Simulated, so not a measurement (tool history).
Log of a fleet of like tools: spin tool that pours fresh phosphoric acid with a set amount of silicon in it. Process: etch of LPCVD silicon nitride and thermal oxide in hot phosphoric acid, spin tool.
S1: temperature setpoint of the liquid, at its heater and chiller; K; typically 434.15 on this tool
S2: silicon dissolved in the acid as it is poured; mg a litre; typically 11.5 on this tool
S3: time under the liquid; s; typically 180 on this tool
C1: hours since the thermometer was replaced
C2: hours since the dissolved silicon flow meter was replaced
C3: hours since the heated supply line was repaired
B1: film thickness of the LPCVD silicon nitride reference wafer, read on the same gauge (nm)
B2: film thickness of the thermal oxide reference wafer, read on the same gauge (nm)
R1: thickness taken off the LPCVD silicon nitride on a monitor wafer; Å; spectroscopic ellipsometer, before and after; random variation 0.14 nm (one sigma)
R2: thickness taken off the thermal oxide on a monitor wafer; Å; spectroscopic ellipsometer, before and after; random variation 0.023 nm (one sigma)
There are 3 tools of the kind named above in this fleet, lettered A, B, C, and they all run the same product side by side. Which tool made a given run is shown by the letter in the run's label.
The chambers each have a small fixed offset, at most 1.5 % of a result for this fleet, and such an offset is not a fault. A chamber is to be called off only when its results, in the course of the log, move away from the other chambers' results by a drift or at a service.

run	hour	S1	S2	S3	C1	C2	C3	B1	B2	R1	R2
# hour 11.6: chamber B: heated supply line repaired
1A	12.7	434.15	11.5	180	824.5	617.3	29.6	130.01	60.002	182.38	4.8833
2B	19.8	434.15	11.5	180	1192.8	761.5	8.3	129.98	60.041	179.86	3.9878
3C	29.6	434.15	11.5	180	1658.3	2335.3	1032.7	130.01	60.019	181.42	4.4205
# hour 37.4: chamber C: dissolved silicon flow meter replaced
4A	42.7	434.15	11.5	180	854.5	647.3	59.6	130.01	60.004	183.85	4.0725
5B	55.8	432.65	11.5	265	1228.8	797.5	44.3	130.02	60.013	252.34	5.5548
6C	63.7	432.65	11.5	265	1692.4	26.3	1066.8	130.02	59.998	254.81	5.3309
7B	73.4	432.65	11.5	265	1246.4	815.1	61.9	129.99	59.983	253.42	5.4648
8A	85.8	434.15	11.5	180	897.6	690.4	102.7	129.98	59.980	181.98	3.7878
9C	96.0	434.15	11.5	180	1724.7	58.6	1099.1	130.02	59.966	182.01	4.0976
10A	104.0	434.15	11.5	180	915.8	708.6	120.9	129.98	60.060	181.63	4.0141
11C	114.1	434.15	11.5	180	1742.8	76.7	1117.2	129.99	60.010	179.90	4.4413
12B	126.4	434.15	11.5	180	1299.4	868.1	114.9	129.99	60.029	180.85	4.4123
13A	138.0	434.15	11.5	180	949.8	742.6	154.9	129.99	59.989	182.43	4.6056
14B	147.4	434.15	11.5	180	1320.4	889.1	135.9	129.99	60.017	178.44	4.5060
15C	160.4	434.15	11.5	180	1789.1	123.0	1163.5	130.03	60.047	181.92	4.2987
16B	170.1	434.15	11.5	180	1343.1	911.8	158.6	130.02	60.042	181.30	3.8598
17A	184.5	434.15	11.5	180	996.3	789.1	201.4	130.04	60.014	182.19	4.3549
18C	194.9	434.15	11.5	180	1823.6	157.5	1198.0	130.01	60.013	182.43	4.1326
# hour 197.2: chamber A: thermometer replaced
19C	207.9	434.15	11.5	180	1836.6	170.5	1211.0	130.00	59.997	183.56	4.0293
# hour 212.8: chamber B: thermometer replaced
20B	216.0	434.15	18.0	180	3.3	957.7	204.5	129.98	60.019	181.03	3.2734
21A	225.6	434.15	18.0	180	28.5	830.2	242.5	129.99	59.968	185.12	3.9383
22B	232.3	434.15	18.0	180	19.6	974.0	220.8	130.01	60.016	180.02	3.6229
23C	240.8	434.15	11.5	180	1869.5	203.4	1243.9	130.00	59.962	181.03	4.4504
24A	248.7	434.15	11.5	180	51.6	853.3	265.6	129.99	60.019	181.95	4.0887
25B	262.5	434.15	4.5	180	49.8	1004.2	251.0	130.00	59.964	182.38	5.0548
26A	274.6	434.15	4.5	180	77.5	879.2	291.5	129.95	59.951	184.33	4.9428
27C	286.6	434.15	4.5	180	1915.3	249.2	1289.7	129.98	59.983	182.97	4.8324
28A	300.9	431.65	11.5	180	103.8	905.5	317.8	129.96	59.996	167.14	3.7023
29C	311.6	431.65	11.5	180	1940.3	274.2	1314.7	130.02	60.009	168.43	3.2741
30B	322.0	431.65	11.5	180	109.3	1063.7	310.5	129.97	60.021	164.82	3.1004

Read the log: is a single chamber off, either drifting away or since a service, is the gauge that measures every chamber drifting, or is nothing wrong beyond small per-chamber offsets? Name any odd chamber and what most likely caused it.

No chamber is off and the gauge is stable; the differences are just each chamber's small, constant offset.

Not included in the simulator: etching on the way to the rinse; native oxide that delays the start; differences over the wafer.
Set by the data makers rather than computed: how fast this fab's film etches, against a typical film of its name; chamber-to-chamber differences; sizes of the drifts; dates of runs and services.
